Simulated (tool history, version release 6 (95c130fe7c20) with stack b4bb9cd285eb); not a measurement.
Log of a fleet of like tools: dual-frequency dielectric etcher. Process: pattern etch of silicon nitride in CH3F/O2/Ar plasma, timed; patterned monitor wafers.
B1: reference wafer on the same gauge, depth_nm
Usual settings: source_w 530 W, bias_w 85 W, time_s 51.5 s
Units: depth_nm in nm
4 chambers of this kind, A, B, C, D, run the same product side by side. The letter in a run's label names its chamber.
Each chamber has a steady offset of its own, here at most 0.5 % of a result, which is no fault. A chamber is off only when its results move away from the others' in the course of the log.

run 1A day=0.488 | source_w=530 bias_w=85 time_s=51.5 | B1=38.49 | depth_nm=42.33
-- day=0.633 chamber D: source power generator calibrated
run 2B day=1.008 | source_w=530 bias_w=85 time_s=51.5 | B1=38.5 | depth_nm=42.404
run 3C day=1.533 | source_w=530 bias_w=85 time_s=51.5 | B1=38.503 | depth_nm=42.685
run 4D day=1.9 | source_w=530 bias_w=85 time_s=51.5 | B1=38.513 | depth_nm=42.797
run 5B day=2.367 | source_w=530 bias_w=85 time_s=51.5 | B1=38.481 | depth_nm=42.591
run 6D day=2.65 | source_w=530 bias_w=85 time_s=51.5 | B1=38.538 | depth_nm=42.66
run 7C day=3.154 | source_w=530 bias_w=85 time_s=51.5 | B1=38.49 | depth_nm=42.646
run 8A day=3.675 | source_w=530 bias_w=85 time_s=51.5 | B1=38.481 | depth_nm=42.239
run 9A day=4.008 | source_w=530 bias_w=85 time_s=51.5 | B1=38.484 | depth_nm=42.125
run 10D day=4.358 | source_w=530 bias_w=85 time_s=51.5 | B1=38.481 | depth_nm=42.638
run 11B day=4.854 | source_w=530 bias_w=85 time_s=51.5 | B1=38.516 | depth_nm=42.515
run 12C day=5.312 | source_w=530 bias_w=85 time_s=51.5 | B1=38.508 | depth_nm=42.707
-- day=5.404 chamber D: wet clean of the chamber
run 13A day=5.667 | source_w=530 bias_w=85 time_s=51.5 | B1=38.5 | depth_nm=42.285
-- day=5.692 chamber B: wet clean of the chamber
run 14D day=6.146 | source_w=610 bias_w=75 time_s=51.5 | B1=38.52 | depth_nm=44.191
run 15C day=6.467 | source_w=610 bias_w=75 time_s=51.5 | B1=38.541 | depth_nm=43.26
run 16B day=6.983 | source_w=610 bias_w=75 time_s=51.5 | B1=38.478 | depth_nm=42.992
run 17B day=7.5 | source_w=610 bias_w=75 time_s=51.5 | B1=38.515 | depth_nm=43.065
run 18C day=7.771 | source_w=530 bias_w=85 time_s=51.5 | B1=38.527 | depth_nm=42.29
run 19D day=8.179 | source_w=530 bias_w=85 time_s=51.5 | B1=38.507 | depth_nm=43.554
run 20A day=8.533 | source_w=530 bias_w=85 time_s=51.5 | B1=38.532 | depth_nm=42.274
run 21A day=9.004 | source_w=530 bias_w=85 time_s=51.5 | B1=38.478 | depth_nm=42.252
run 22D day=9.25 | source_w=530 bias_w=85 time_s=51.5 | B1=38.533 | depth_nm=43.739
run 23B day=9.517 | source_w=530 bias_w=85 time_s=51.5 | B1=38.484 | depth_nm=42.59
-- day=9.571 chamber C: wet clean of the chamber
run 24C day=10.021 | source_w=530 bias_w=85 time_s=51.5 | B1=38.498 | depth_nm=42.788
run 25C day=10.317 | source_w=530 bias_w=85 time_s=39.5 | B1=38.491 | depth_nm=32.724
run 26D day=10.746 | source_w=530 bias_w=85 time_s=39.5 | B1=38.511 | depth_nm=33.373
run 27A day=11.238 | source_w=530 bias_w=85 time_s=39.5 | B1=38.506 | depth_nm=32.427
run 28B day=11.562 | source_w=530 bias_w=85 time_s=39.5 | B1=38.498 | depth_nm=32.713
run 29A day=11.942 | source_w=530 bias_w=85 time_s=51.5 | B1=38.523 | depth_nm=42.445
-- day=12.258 chamber C: source power generator calibrated
run 30D day=12.358 | source_w=530 bias_w=85 time_s=51.5 | B1=38.517 | depth_nm=43.83
run 31C day=12.75 | source_w=530 bias_w=71 time_s=51.5 | B1=38.485 | depth_nm=39.889
run 32B day=13.154 | source_w=530 bias_w=71 time_s=51.5 | B1=38.508 | depth_nm=39.954
run 33B day=13.617 | source_w=530 bias_w=71 time_s=51.5 | B1=38.501 | depth_nm=39.888
run 34D day=14.167 | source_w=530 bias_w=71 time_s=51.5 | B1=38.505 | depth_nm=41.069
run 35A day=14.479 | source_w=530 bias_w=85 time_s=51.5 | B1=38.5 | depth_nm=41.939

What goes on in this fleet: one chamber off, a drifting gauge, or nothing beyond the chambers' own small offsets? Name the chamber and the cause, if any.

A service left chamber D off against the others.
Cause: etch rate over this chamber's usual, % = 2.61.

Here are 4 candidates for chamber D's next run, each the usual settings with a change, their results left as question marks. Which one brings its results back in line with what the others give on the usual settings?
In line means no further than this from the other chambers' mean on the usual settings: depth_nm 0.51 nm
run 36D-1 day=14.875 | source_w=530 bias_w=85 time_s=50 | depth_nm=?
run 36D-2 day=14.875 | source_w=540 bias_w=86 time_s=54 | depth_nm=?
run 36D-3 day=14.875 | source_w=530 bias_w=85 time_s=53 | depth_nm=?
run 36D-4 day=14.875 | source_w=490 bias_w=79 time_s=51.5 | depth_nm=?

The other chambers' mean on the usual settings: depth_nm 42.513 nm
run=36D-1 depth_nm=42.442
run=36D-2 depth_nm=46.352
run=36D-3 depth_nm=44.988
run=36D-4 depth_nm=41.365
36D-1 brings the chamber back in line.
